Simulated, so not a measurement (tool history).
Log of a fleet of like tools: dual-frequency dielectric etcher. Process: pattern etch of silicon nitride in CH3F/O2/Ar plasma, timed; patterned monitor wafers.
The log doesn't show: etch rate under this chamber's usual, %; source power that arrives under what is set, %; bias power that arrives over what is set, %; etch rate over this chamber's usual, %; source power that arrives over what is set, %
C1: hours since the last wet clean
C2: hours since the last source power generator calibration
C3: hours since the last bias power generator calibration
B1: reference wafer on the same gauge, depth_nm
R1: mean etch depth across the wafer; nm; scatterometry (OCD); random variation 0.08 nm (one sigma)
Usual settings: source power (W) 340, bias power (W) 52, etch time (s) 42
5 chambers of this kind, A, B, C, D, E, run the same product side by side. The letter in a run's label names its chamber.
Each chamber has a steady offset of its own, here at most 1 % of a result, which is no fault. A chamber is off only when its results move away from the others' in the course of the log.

{"run": "1D", "hour": 6.4, "source power (W)": 340, "bias power (W)": 52, "etch time (s)": 42, "C1": 273.9, "C2": 1855.8, "C3": 2030, "B1": 22.182, "R1": 24.963}
{"run": "2E", "hour": 10.5, "source power (W)": 340, "bias power (W)": 52, "etch time (s)": 42, "C1": 501.8, "C2": 1405.7, "C3": 2136.4, "B1": 22.197, "R1": 24.671}
{"run": "3A", "hour": 19.4, "source power (W)": 340, "bias power (W)": 52, "etch time (s)": 42, "C1": 167.8, "C2": 3239.2, "C3": 2251.5, "B1": 22.19, "R1": 24.424}
{"run": "4B", "hour": 23.7, "source power (W)": 340, "bias power (W)": 52, "etch time (s)": 42, "C1": 477.1, "C2": 1045.6, "C3": 3393.2, "B1": 22.191, "R1": 25.03}
{"run": "5C", "hour": 27.9, "source power (W)": 340, "bias power (W)": 52, "etch time (s)": 42, "C1": 148.3, "C2": 1857.7, "C3": 1817.9, "B1": 22.191, "R1": 24.767}
{"run": "6C", "hour": 35.6, "source power (W)": 340, "bias power (W)": 52, "etch time (s)": 42, "C1": 156, "C2": 1865.4, "C3": 1825.6, "B1": 22.191, "R1": 24.817}
{"run": "7D", "hour": 40.9, "source power (W)": 340, "bias power (W)": 52, "etch time (s)": 42, "C1": 308.4, "C2": 1890.3, "C3": 2064.5, "B1": 22.21, "R1": 24.89}
{"run": "8A", "hour": 46.5, "source power (W)": 340, "bias power (W)": 52, "etch time (s)": 42, "C1": 194.9, "C2": 3266.3, "C3": 2278.6, "B1": 22.179, "R1": 24.436}
{"run": "9E", "hour": 55.2, "source power (W)": 280, "bias power (W)": 52, "etch time (s)": 42, "C1": 546.5, "C2": 1450.4, "C3": 2181.1, "B1": 22.194, "R1": 22.838}
{"run": "10B", "hour": 63.3, "source power (W)": 280, "bias power (W)": 52, "etch time (s)": 42, "C1": 516.7, "C2": 1085.2, "C3": 3432.8, "B1": 22.203, "R1": 23.13}
{"hour": 67.7, "done": "chamber A: bias power generator calibrated"}
{"run": "11A", "hour": 68.0, "source power (W)": 280, "bias power (W)": 52, "etch time (s)": 42, "C1": 216.4, "C2": 3287.8, "C3": 0.4, "B1": 22.201, "R1": 22.747}
{"run": "12D", "hour": 76.7, "source power (W)": 280, "bias power (W)": 52, "etch time (s)": 42, "C1": 344.2, "C2": 1926.1, "C3": 2100.3, "B1": 22.205, "R1": 23.194}
{"hour": 84.4, "done": "chamber E: wet clean of the chamber"}
{"run": "13E", "hour": 85.2, "source power (W)": 280, "bias power (W)": 52, "etch time (s)": 42, "C1": 0.9, "C2": 1480.4, "C3": 2211.1, "B1": 22.214, "R1": 22.94}
{"run": "14C", "hour": 92.2, "source power (W)": 340, "bias power (W)": 52, "etch time (s)": 42, "C1": 212.6, "C2": 1922, "C3": 1882.2, "B1": 22.216, "R1": 24.866}
{"run": "15B", "hour": 97.2, "source power (W)": 340, "bias power (W)": 52, "etch time (s)": 42, "C1": 550.6, "C2": 1119.1, "C3": 3466.7, "B1": 22.187, "R1": 24.953}
{"run": "16A", "hour": 105.4, "source power (W)": 340, "bias power (W)": 52, "etch time (s)": 42, "C1": 253.8, "C2": 3325.2, "C3": 37.8, "B1": 22.208, "R1": 24.343}
{"run": "17D", "hour": 113.8, "source power (W)": 340, "bias power (W)": 52, "etch time (s)": 42, "C1": 381.3, "C2": 1963.2, "C3": 2137.4, "B1": 22.207, "R1": 24.921}
{"hour": 114.0, "done": "chamber B: wet clean of the chamber"}
{"run": "18C", "hour": 119.3, "source power (W)": 340, "bias power (W)": 52, "etch time (s)": 42, "C1": 239.7, "C2": 1949.1, "C3": 1909.3, "B1": 22.215, "R1": 25.008}
{"run": "19B", "hour": 124.1, "source power (W)": 340, "bias power (W)": 52, "etch time (s)": 42, "C1": 10.2, "C2": 1146, "C3": 3493.6, "B1": 22.187, "R1": 24.999}
{"run": "20E", "hour": 131.8, "source power (W)": 340, "bias power (W)": 52, "etch time (s)": 42, "C1": 47.5, "C2": 1527, "C3": 2257.7, "B1": 22.221, "R1": 24.726}
{"run": "21D", "hour": 139.5, "source power (W)": 340, "bias power (W)": 52, "etch time (s)": 42, "C1": 407, "C2": 1988.9, "C3": 2163.1, "B1": 22.21, "R1": 24.872}
{"run": "22A", "hour": 144.1, "source power (W)": 340, "bias power (W)": 52, "etch time (s)": 42, "C1": 292.5, "C2": 3363.9, "C3": 76.5, "B1": 22.2, "R1": 24.033}
{"hour": 148.4, "done": "chamber A: source power generator calibrated"}
{"run": "23C", "hour": 150.0, "source power (W)": 340, "bias power (W)": 52, "etch time (s)": 42, "C1": 270.4, "C2": 1979.8, "C3": 1940, "B1": 22.186, "R1": 24.7}
{"run": "24E", "hour": 154.7, "source power (W)": 340, "bias power (W)": 52, "etch time (s)": 42, "C1": 70.4, "C2": 1549.9, "C3": 2280.6, "B1": 22.202, "R1": 24.786}
{"run": "25B", "hour": 162.6, "source power (W)": 340, "bias power (W)": 52, "etch time (s)": 42, "C1": 48.7, "C2": 1184.5, "C3": 3532.1, "B1": 22.204, "R1": 24.973}
{"run": "26B", "hour": 171.0, "source power (W)": 370, "bias power (W)": 52, "etch time (s)": 42, "C1": 57.1, "C2": 1192.9, "C3": 3540.5, "B1": 22.196, "R1": 25.812}
{"run": "27D", "hour": 176.0, "source power (W)": 370, "bias power (W)": 52, "etch time (s)": 42, "C1": 443.5, "C2": 2025.4, "C3": 2199.6, "B1": 22.204, "R1": 25.698}
{"run": "28E", "hour": 184.3, "source power (W)": 370, "bias power (W)": 52, "etch time (s)": 42, "C1": 100, "C2": 1579.5, "C3": 2310.2, "B1": 22.208, "R1": 25.601}
{"run": "29C", "hour": 192.5, "source power (W)": 370, "bias power (W)": 52, "etch time (s)": 42, "C1": 312.9, "C2": 2022.3, "C3": 1982.5, "B1": 22.207, "R1": 25.863}
{"run": "30A", "hour": 201.0, "source power (W)": 370, "bias power (W)": 52, "etch time (s)": 42, "C1": 349.4, "C2": 52.6, "C3": 133.4, "B1": 22.217, "R1": 24.747}
{"run": "31A", "hour": 207.1, "source power (W)": 340, "bias power (W)": 52, "etch time (s)": 42, "C1": 355.5, "C2": 58.7, "C3": 139.5, "B1": 22.196, "R1": 23.904}
{"hour": 209.1, "done": "chamber D: wet clean of the chamber"}
{"run": "32B", "hour": 211.5, "source power (W)": 280, "bias power (W)": 52, "etch time (s)": 42, "C1": 97.6, "C2": 1233.4, "C3": 3581, "B1": 22.22, "R1": 23.063}
{"run": "33E", "hour": 217.5, "source power (W)": 280, "bias power (W)": 52, "etch time (s)": 42, "C1": 133.2, "C2": 1612.7, "C3": 2343.4, "B1": 22.21, "R1": 22.943}
{"run": "34C", "hour": 225.3, "source power (W)": 280, "bias power (W)": 52, "etch time (s)": 42, "C1": 345.7, "C2": 2055.1, "C3": 2015.3, "B1": 22.2, "R1": 22.914}
{"run": "35D", "hour": 231.0, "source power (W)": 280, "bias power (W)": 52, "etch time (s)": 42, "C1": 21.9, "C2": 2080.4, "C3": 2254.6, "B1": 22.206, "R1": 23.099}
{"run": "36B", "hour": 234.9, "source power (W)": 280, "bias power (W)": 52, "etch time (s)": 42, "C1": 121, "C2": 1256.8, "C3": 3604.4, "B1": 22.207, "R1": 23.072}
{"run": "37A", "hour": 240.7, "source power (W)": 340, "bias power (W)": 52, "etch time (s)": 42, "C1": 389.1, "C2": 92.3, "C3": 173.1, "B1": 22.216, "R1": 23.796}
{"run": "38C", "hour": 249.1, "source power (W)": 340, "bias power (W)": 52, "etch time (s)": 42, "C1": 369.5, "C2": 2078.9, "C3": 2039.1, "B1": 22.205, "R1": 24.86}

All 5 chambers run these settings next. Forecast each chamber's results:
{"run": "39A", "hour": 255.5, "source power (W)": 270, "bias power (W)": 52, "etch time (s)": 42, "R1": "?"}
{"run": "39B", "hour": 255.5, "source power (W)": 270, "bias power (W)": 52, "etch time (s)": 42, "R1": "?"}
{"run": "39C", "hour": 255.5, "source power (W)": 270, "bias power (W)": 52, "etch time (s)": 42, "R1": "?"}
{"run": "39D", "hour": 255.5, "source power (W)": 270, "bias power (W)": 52, "etch time (s)": 42, "R1": "?"}
{"run": "39E", "hour": 255.5, "source power (W)": 270, "bias power (W)": 52, "etch time (s)": 42, "R1": "?"}

run=39A R1=21.837
run=39B R1=22.639
run=39C R1=22.648
run=39D R1=22.743
run=39E R1=22.562

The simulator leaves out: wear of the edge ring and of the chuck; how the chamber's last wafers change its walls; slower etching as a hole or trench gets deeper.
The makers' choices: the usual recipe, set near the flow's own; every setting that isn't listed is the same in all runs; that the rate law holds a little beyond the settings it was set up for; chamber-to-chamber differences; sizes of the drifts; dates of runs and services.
